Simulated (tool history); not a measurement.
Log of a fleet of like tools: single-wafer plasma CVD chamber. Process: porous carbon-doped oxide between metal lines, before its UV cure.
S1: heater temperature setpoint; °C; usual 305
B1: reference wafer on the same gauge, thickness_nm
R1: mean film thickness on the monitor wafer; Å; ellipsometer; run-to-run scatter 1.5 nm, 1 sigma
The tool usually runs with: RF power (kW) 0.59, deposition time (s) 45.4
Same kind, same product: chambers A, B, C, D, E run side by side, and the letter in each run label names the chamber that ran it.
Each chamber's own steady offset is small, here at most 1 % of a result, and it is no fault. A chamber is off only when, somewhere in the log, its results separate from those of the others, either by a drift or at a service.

Run 1A, hour 8: usual settings; B1 292.92. Result: R1 2642.4 Å.
Run 2E, hour 22.5: usual settings; B1 293.53. Result: R1 2626.3 Å.
Run 3C, hour 35.2: usual settings; B1 293.29. Result: R1 2614.4 Å.
Run 4D, hour 50.6: usual settings; B1 292.37. Result: R1 2634.5 Å.
Run 5B, hour 62.1: usual settings but RF power (kW) 0.5; B1 292.86. Result: R1 2369.2 Å.
At hour 66.3: chamber B: RF generator calibrated.
Run 6E, hour 78: usual settings but RF power (kW) 0.5; B1 293.07. Result: R1 2321.7 Å.
Run 7A, hour 86.9: usual settings but RF power (kW) 0.5; B1 293.39. Result: R1 2341.9 Å.
Run 8B, hour 101.4: usual settings but RF power (kW) 0.5; B1 293.26. Result: R1 2360.1 Å.
Run 9D, hour 111.9: usual settings but RF power (kW) 0.5; B1 292.52. Result: R1 2358.9 Å.
Run 10C, hour 126.8: usual settings; B1 292.87. Result: R1 2619.8 Å.
Run 11C, hour 140.4: usual settings; B1 293.07. Result: R1 2636.6 Å.
Run 12E, hour 155: usual settings; B1 293.12. Result: R1 2609.1 Å.
Run 13B, hour 165.5: usual settings but deposition time (s) 40.5; B1 292.83. Result: R1 2347.2 Å.
Run 14A, hour 178.1: usual settings but deposition time (s) 40.5; B1 293.2. Result: R1 2347.2 Å.
Run 15D, hour 188.9: usual settings but deposition time (s) 40.5; B1 293.4. Result: R1 2347.7 Å.
Run 16C, hour 197.1: usual settings but deposition time (s) 40.5; B1 293.2. Result: R1 2331.2 Å.
Run 17E, hour 206: usual settings but deposition time (s) 40.5; B1 292.7. Result: R1 2361.5 Å.
Run 18B, hour 220.9: usual settings; B1 293.15. Result: R1 2636.8 Å.
Run 19A, hour 236.5: usual settings; B1 292.63. Result: R1 2638.4 Å.
Run 20D, hour 249.9: usual settings; B1 292.99. Result: R1 2624.8 Å.
Run 21A, hour 263.2: usual settings; B1 292.71. Result: R1 2650.9 Å.
Run 22B, hour 276.4: usual settings; B1 293.15. Result: R1 2636.3 Å.
Run 23E, hour 291.6: usual settings; B1 293.3. Result: R1 2610.7 Å.
Run 24C, hour 300.3: usual settings; B1 293.09. Result: R1 2622.3 Å.
Run 25D, hour 313.3: usual settings; B1 293.08. Result: R1 2632.5 Å.
Run 26A, hour 322.7: usual settings; B1 292.92. Result: R1 2624.6 Å.
Run 27C, hour 331.1: usual settings; B1 292.69. Result: R1 2625.7 Å.
Run 28B, hour 342: usual settings; B1 293.04. Result: R1 2624.9 Å.
Run 29E, hour 354.6: usual settings; B1 292.6. Result: R1 2622.8 Å.
Run 30D, hour 365.1: usual settings but S1 319 °C; B1 293.18. Result: R1 2442.6 Å.
Run 31B, hour 375.7: usual settings but S1 319 °C; B1 293.07. Result: R1 2442 Å.
Run 32E, hour 386.2: usual settings but S1 319 °C; B1 293.04. Result: R1 2427.9 Å.
Run 33D, hour 399.1: usual settings but S1 319 °C; B1 293.22. Result: R1 2447.1 Å.
Run 34A, hour 413.6: usual settings but S1 319 °C; B1 293.36. Result: R1 2435.6 Å.
Run 35C, hour 428: usual settings; B1 292.98. Result: R1 2616.3 Å.
Run 36A, hour 439.5: usual settings; B1 293.02. Result: R1 2629.1 Å.
Run 37D, hour 447.9: usual settings; B1 292.95. Result: R1 2616.1 Å.
Run 38B, hour 456.8: usual settings; B1 292.96. Result: R1 2660.9 Å.
Run 39E, hour 465.6: usual settings; B1 292.78. Result: R1 2628.2 Å.

Each of the 5 chambers runs these same settings next. Fill in every chamber's results:
Run 40A, hour 477: usual settings but S1 311 °C. Result: R1 ?.
Run 40B, hour 477: usual settings but S1 311 °C. Result: R1 ?.
Run 40C, hour 477: usual settings but S1 311 °C. Result: R1 ?.
Run 40D, hour 477: usual settings but S1 311 °C. Result: R1 ?.
Run 40E, hour 477: usual settings but S1 311 °C. Result: R1 ?.

run      R1
40A  2538.6
40B  2536.2
40C  2526.3
40D  2567.4
40E  2529.7
